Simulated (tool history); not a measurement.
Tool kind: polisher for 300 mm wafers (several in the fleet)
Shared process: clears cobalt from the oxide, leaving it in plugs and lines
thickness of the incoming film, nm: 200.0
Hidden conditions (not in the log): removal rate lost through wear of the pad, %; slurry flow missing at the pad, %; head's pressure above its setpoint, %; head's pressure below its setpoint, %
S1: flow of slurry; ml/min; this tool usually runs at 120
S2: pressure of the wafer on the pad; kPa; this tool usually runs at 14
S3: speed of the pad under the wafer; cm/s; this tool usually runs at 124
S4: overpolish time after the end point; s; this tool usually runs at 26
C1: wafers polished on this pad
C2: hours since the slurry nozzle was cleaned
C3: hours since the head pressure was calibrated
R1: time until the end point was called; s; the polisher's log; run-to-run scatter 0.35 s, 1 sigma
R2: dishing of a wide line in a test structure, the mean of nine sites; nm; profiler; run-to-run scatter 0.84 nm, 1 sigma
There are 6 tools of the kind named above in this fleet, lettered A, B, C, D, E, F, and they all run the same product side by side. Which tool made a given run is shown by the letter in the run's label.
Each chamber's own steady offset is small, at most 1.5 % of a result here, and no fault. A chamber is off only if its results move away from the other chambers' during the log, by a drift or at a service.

| run | day | S1 | S2 | S3 | S4 | C1 | C2 | C3 | R1 | R2 |
|---|---|---|---|---|---|---|---|---|---|---|
|  | 0.017 | chamber A: worn pad replaced by a new one |
| 1D | 0.183 | 120 | 14 | 124 | 26 | 765 | 257 | 641.6 | 27.392 | 45.776 |
|  | 0.388 | chamber A: head pressure recalibrated |
| 2C | 0.429 | 120 | 14 | 124 | 26 | 171 | 51.1 | 941.7 | 27.734 | 46.829 |
|  | 0.483 | chamber D: worn pad replaced by a new one |
| 3A | 0.588 | 120 | 14 | 124 | 26 | 171 | 210.3 | 4.9 | 27.709 | 46.452 |
| 4F | 0.775 | 120 | 14 | 124 | 26 | 509 | 789.3 | 94.5 | 27.689 | 45.548 |
| 5B | 0.962 | 120 | 14 | 124 | 26 | 844 | 122.9 | 865.7 | 27.592 | 46.708 |
| 6E | 1.092 | 120 | 14 | 124 | 26 | 537 | 391.4 | 147 | 26.854 | 45.995 |
|  | 1.112 | chamber F: worn pad replaced by a new one |
| 7A | 1.321 | 120 | 14 | 124 | 14 | 391 | 227.9 | 22.5 | 27.594 | 41.528 |
|  | 1.35 | chamber B: worn pad replaced by a new one |
| 8D | 1.471 | 120 | 14 | 124 | 14 | 296 | 287.9 | 672.5 | 27.695 | 43.267 |
|  | 1.567 | chamber A: worn pad replaced by a new one |
| 9B | 1.683 | 120 | 14 | 124 | 14 | 101 | 140.2 | 883 | 27.381 | 42.928 |
| 10F | 1.796 | 120 | 14 | 124 | 14 | 205 | 813.8 | 119 | 27.314 | 42.24 |
| 11C | 1.971 | 120 | 14 | 124 | 14 | 634 | 88.1 | 978.7 | 27.11 | 42.094 |
|  | 2.088 | chamber D: head pressure recalibrated |
| 12E | 2.154 | 120 | 14 | 124 | 14 | 856 | 416.9 | 172.5 | 26.986 | 42.014 |
| 13B | 2.383 | 120 | 14 | 124 | 26 | 311 | 157 | 899.8 | 27.251 | 46.372 |
|  | 2.529 | chamber C: head pressure recalibrated |
| 14D | 2.538 | 120 | 14 | 124 | 26 | 616 | 313.5 | 10.8 | 27.226 | 46.646 |
|  | 2.654 | chamber C: worn pad replaced by a new one |
| 15C | 2.783 | 120 | 14 | 124 | 26 | 38 | 107.6 | 6.2 | 27.276 | 46.501 |
| 16A | 3.012 | 120 | 14 | 124 | 26 | 434 | 268.5 | 63.1 | 27.94 | 47.788 |
|  | 3.075 | chamber D: worn pad replaced by a new one |
|  | 3.204 | chamber F: worn pad replaced by a new one |
| 17E | 3.225 | 120 | 14 | 124 | 26 | 1177 | 442.6 | 198.2 | 26.839 | 46.171 |
|  | 3.304 | chamber E: worn pad replaced by a new one |
| 18F | 3.342 | 135 | 14 | 124 | 26 | 42 | 850.9 | 156.1 | 26.77 | 44.688 |
|  | 3.404 | chamber A: worn pad replaced by a new one |
| 19B | 3.488 | 135 | 14 | 124 | 26 | 642 | 183.5 | 926.3 | 27.034 | 46.371 |
| 20D | 3.638 | 135 | 14 | 124 | 26 | 169 | 339.9 | 37.2 | 25.943 | 46.8 |
| 21A | 3.808 | 135 | 14 | 124 | 26 | 122 | 287.6 | 82.2 | 27.235 | 45.725 |
| 22F | 3.917 | 135 | 14 | 124 | 26 | 215 | 864.7 | 169.9 | 26.857 | 46.138 |
| 23C | 4.067 | 135 | 14 | 124 | 26 | 424 | 138.4 | 37 | 26.343 | 46.56 |
|  | 4.162 | chamber F: slurry nozzle cleaned |
| 24E | 4.246 | 120 | 14 | 124 | 26 | 283 | 467.1 | 222.7 | 26.987 | 45.954 |
| 25F | 4.425 | 120 | 14 | 124 | 26 | 367 | 6.3 | 182.1 | 27.587 | 46.291 |
| 26D | 4.538 | 120 | 14 | 124 | 26 | 439 | 361.5 | 58.8 | 27.53 | 48.509 |
| 27C | 4.708 | 120 | 14 | 124 | 26 | 616 | 153.8 | 52.4 | 27.312 | 46.687 |
|  | 4.904 | chamber B: worn pad replaced by a new one |
| 28E | 4.929 | 120 | 14 | 146 | 26 | 488 | 483.5 | 239.1 | 22.421 | 46.276 |
| 29B | 5.096 | 120 | 14 | 146 | 26 | 57 | 222.1 | 964.9 | 23.184 | 46.597 |
| 30A | 5.288 | 120 | 14 | 146 | 26 | 566 | 323.1 | 117.7 | 23.663 | 46.963 |
|  | 5.292 | chamber A: worn pad replaced by a new one |
|  | 5.342 | chamber F: worn pad replaced by a new one |
| 31F | 5.525 | 120 | 14 | 146 | 26 | 55 | 32.7 | 208.5 | 23.334 | 46.669 |
|  | 5.642 | chamber D: worn pad replaced by a new one |
| 32C | 5.667 | 120 | 14 | 146 | 26 | 904 | 176.8 | 75.4 | 23.456 | 45.78 |
|  | 5.671 | chamber C: worn pad replaced by a new one |
| 33B | 5.825 | 120 | 14 | 146 | 26 | 276 | 239.6 | 982.4 | 23.159 | 48.658 |
| 34D | 5.942 | 120 | 14 | 124 | 26 | 90 | 395.2 | 92.5 | 26.807 | 45.81 |
| 35E | 6.183 | 120 | 14 | 124 | 26 | 865 | 513.6 | 269.2 | 26.512 | 46.611 |
| 36A | 6.421 | 120 | 14 | 124 | 26 | 339 | 350.3 | 144.9 | 27.602 | 46.937 |
|  | 6.45 | chamber E: worn pad replaced by a new one |
| 37E | 6.658 | 120 | 14 | 124 | 26 | 63 | 525 | 280.6 | 26.866 | 47.725 |
| 38F | 6.842 | 120 | 14 | 142 | 18 | 450 | 64.3 | 240.1 | 24.805 | 44.901 |
|  | 6.95 | chamber A: worn pad replaced by a new one |
| 39B | 7.054 | 120 | 14 | 142 | 18 | 645 | 269.1 | 1011.9 | 24.194 | 45.102 |
| 40D | 7.188 | 120 | 14 | 142 | 18 | 464 | 425.1 | 122.4 | 23.652 | 45.115 |
| 41A | 7.4 | 120 | 14 | 142 | 18 | 135 | 373.8 | 168.4 | 23.938 | 45.35 |
| 42C | 7.596 | 120 | 14 | 142 | 18 | 578 | 223.1 | 121.7 | 24.223 | 45.458 |
| 43C | 7.758 | 120 | 14 | 142 | 18 | 627 | 227 | 125.6 | 24.209 | 45.934 |

Each of the 6 chambers runs these same settings next. Fill in every chamber's results:
| 44A | 7.938 | 120 | 14 | 124 | 26 |  |  |  | ? | ? |
| 44B | 7.938 | 120 | 14 | 124 | 26 |  |  |  | ? | ? |
| 44C | 7.938 | 120 | 14 | 124 | 26 |  |  |  | ? | ? |
| 44D | 7.938 | 120 | 14 | 124 | 26 |  |  |  | ? | ? |
| 44E | 7.938 | 120 | 14 | 124 | 26 |  |  |  | ? | ? |
| 44F | 7.938 | 120 | 14 | 124 | 26 |  |  |  | ? | ? |

| run | R1 | R2 |
|---|---|---|
| 44A | 27.115 | 45.769 |
| 44B | 27.677 | 46.598 |
| 44C | 27.016 | 46.763 |
| 44D | 27.218 | 45.821 |
| 44E | 26.824 | 45.195 |
| 44F | 27.866 | 45.421 |
